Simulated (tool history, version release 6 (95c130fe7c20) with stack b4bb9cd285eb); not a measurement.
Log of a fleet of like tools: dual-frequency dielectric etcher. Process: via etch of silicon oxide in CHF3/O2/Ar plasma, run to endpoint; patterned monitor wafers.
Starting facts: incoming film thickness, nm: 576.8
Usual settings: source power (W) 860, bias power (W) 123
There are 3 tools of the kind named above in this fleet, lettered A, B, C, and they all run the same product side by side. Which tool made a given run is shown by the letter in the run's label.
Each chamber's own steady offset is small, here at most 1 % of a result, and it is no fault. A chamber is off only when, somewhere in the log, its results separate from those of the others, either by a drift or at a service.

run,day,source power (W),bias power (W),hours since the last wet clean,hours since the last source power generator calibration,hours since the last bias power generator calibration,endpoint time (s)
1C,0.208,860,123,183,531.1,419.2,284.45
2A,0.446,860,123,458.7,278.4,813.2,285.27
3B,0.692,860,123,155.5,1085.3,683.2,286.16
4C,0.988,860,123,201.7,549.8,437.9,291.43
5A,1.45,860,123,482.8,302.5,837.3,283.14
6B,1.792,860,100,181.9,1111.7,709.6,302.69
7C,2.138,860,100,229.3,577.4,465.5,304.25
# day 2.333: chamber A: wet clean of the chamber
8A,2.438,860,100,2.5,326.2,861,303.26
9B,2.667,860,123,202.9,1132.7,730.6,284.04
10B,3.029,860,123,211.6,1141.4,739.3,283.58
11A,3.358,860,123,24.6,348.3,883.1,283.47
12C,3.742,860,123,267.8,615.9,504,285.21
13B,4.029,860,123,235.6,1165.4,763.3,288.19
14C,4.4,860,94,283.6,631.7,519.8,312.04
15A,4.654,860,94,55.7,379.4,914.2,306.44
16C,4.95,860,94,296.8,644.9,533,312.09
17A,5.304,860,123,71.3,395,929.8,285.44
18B,5.667,860,123,274.9,1204.7,802.6,287.25
19C,6.129,860,123,325.1,673.2,561.3,286.67
20B,6.338,660,123,291,1220.8,818.7,319.12
21A,6.729,660,123,105.5,429.2,964,316.32
22C,6.942,660,123,344.6,692.7,580.8,319.82
23B,7.192,860,123,311.5,1241.3,839.2,291.14

Decide between three cases: one chamber stands off from its peers, the gauge reading all wafers drifts, or nothing is wrong past each chamber's small offset. Where a chamber is off, say which and what most likely put it there.

No chamber stands off beyond its own small offset, and the gauge holds steady.
